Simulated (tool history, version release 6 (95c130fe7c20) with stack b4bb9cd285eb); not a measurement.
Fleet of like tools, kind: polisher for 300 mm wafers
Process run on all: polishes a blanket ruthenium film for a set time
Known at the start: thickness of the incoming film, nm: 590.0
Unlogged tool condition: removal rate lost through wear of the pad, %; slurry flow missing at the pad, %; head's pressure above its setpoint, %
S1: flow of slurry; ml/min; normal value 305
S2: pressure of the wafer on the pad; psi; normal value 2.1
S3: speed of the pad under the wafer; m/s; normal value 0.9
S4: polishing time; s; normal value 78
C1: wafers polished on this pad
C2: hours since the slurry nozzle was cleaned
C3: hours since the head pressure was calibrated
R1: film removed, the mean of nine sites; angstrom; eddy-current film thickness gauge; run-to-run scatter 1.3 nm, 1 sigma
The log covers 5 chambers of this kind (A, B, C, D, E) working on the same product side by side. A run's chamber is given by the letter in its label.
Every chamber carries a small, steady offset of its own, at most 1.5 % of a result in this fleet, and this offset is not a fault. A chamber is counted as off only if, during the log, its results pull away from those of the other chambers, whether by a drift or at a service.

run   hour   S1   S2   S3  S4    C1     C2     C3       R1
       1.8  -- chamber A: worn pad replaced by a new one
 1E    5.9  305  2.1  0.9  78   192  361.8  766.0   982.15
 2C   11.8  305  2.1  0.9  78   760  245.4   77.7   964.74
 3D   14.5  305  2.1  0.9  78   713  142.8  660.2   991.71
 4B   19.7  305  2.1  0.9  78   316   50.9  361.5   995.37
 5A   23.4  305  2.1  0.9  78   213  623.4  318.1   966.99
 6E   27.2  305  2.1  0.9  78   402  383.1  787.3   976.07
 7D   31.4  305  2.1  0.9  78   879  159.7  677.1   996.50
 8C   34.8  305  2.1  0.9  78   986  268.4  100.7   983.56
 9A   38.5  305  2.1  0.9  78   362  638.5  333.2   986.30
10B   41.7  305  2.1  0.9  78   533   72.9  383.5   958.27
11B   45.3  305  2.1  0.9  78   568   76.5  387.1   963.34
12D   50.9  305  2.1  0.9  78  1072  179.2  696.6   968.91
13C   56.1  305  2.1  0.9  78  1196  289.7  122.0   982.07
14A   60.0  305  2.1  0.9  78   574  660.0  354.7   950.89
15E   64.0  235  2.1  0.9  78   765  419.9  824.1   971.09
16B   67.5  235  2.1  0.9  78   787   98.7  409.3   933.33
17D   71.1  235  2.1  0.9  78  1271  199.4  716.8   973.48
      73.0  -- chamber E: worn pad replaced by a new one
18A   73.8  235  2.1  0.9  78   710  673.8  368.5   938.29
      75.4  -- chamber D: worn pad replaced by a new one
19E   76.6  235  2.1  0.9  78    36  432.5  836.7   946.40
20C   82.6  305  2.1  0.9  78  1458  316.2  148.5  1006.80
      85.1  -- chamber C: slurry nozzle cleaned
21B   87.4  305  2.1  0.9  78   983  118.6  429.2   977.63
22A   90.3  305  2.1  0.9  78   873  690.3  385.0   954.45
      92.2  -- chamber A: worn pad replaced by a new one
      92.3  -- chamber E: head pressure recalibrated
      93.1  -- chamber B: worn pad replaced by a new one
23C   93.4  255  2.4  0.9  78  1564    8.3  159.3  1115.00
24E   99.3  255  2.4  0.9  78   259  455.2    7.0  1211.10
     103.3  -- chamber A: slurry nozzle cleaned
     105.1  -- chamber C: worn pad replaced by a new one
25D  105.2  255  2.4  0.9  78   294  233.5  750.9  1090.20
26C  109.3  255  2.4  0.9  78    42   24.2  175.2  1095.90
27D  115.2  255  2.4  0.9  78   392  243.5  760.9  1117.70
28E  118.1  305  2.1  0.9  78   445  474.0   25.8  1089.50
29B  123.7  305  2.1  0.9  78   302  154.9  465.5   973.06
30A  128.8  305  2.1  0.9  78   361   25.5  423.5   963.47
31A  133.5  305  2.1  0.9  78   408   30.2  428.2   972.96
32D  137.4  305  2.1  0.9  78   611  265.7  783.1   975.17
33C  141.3  305  2.6  0.9  78   357   56.2  207.2  1200.50
34E  147.3  305  2.6  0.9  78   733  503.2   55.0  1344.50
35B  151.8  305  2.6  0.9  78   579  183.0  493.6  1191.60
36D  157.7  305  2.6  0.9  78   811  286.0  803.4  1184.70

All 5 chambers run these settings next. Forecast each chamber's results:
37A  162.1  305  2.1  0.9  78               ?
37B  162.1  305  2.1  0.9  78               ?
37C  162.1  305  2.1  0.9  78               ?
37D  162.1  305  2.1  0.9  78               ?
37E  162.1  305  2.1  0.9  78               ?

run       R1
37A   968.35
37B   984.91
37C   969.48
37D   976.00
37E  1055.30
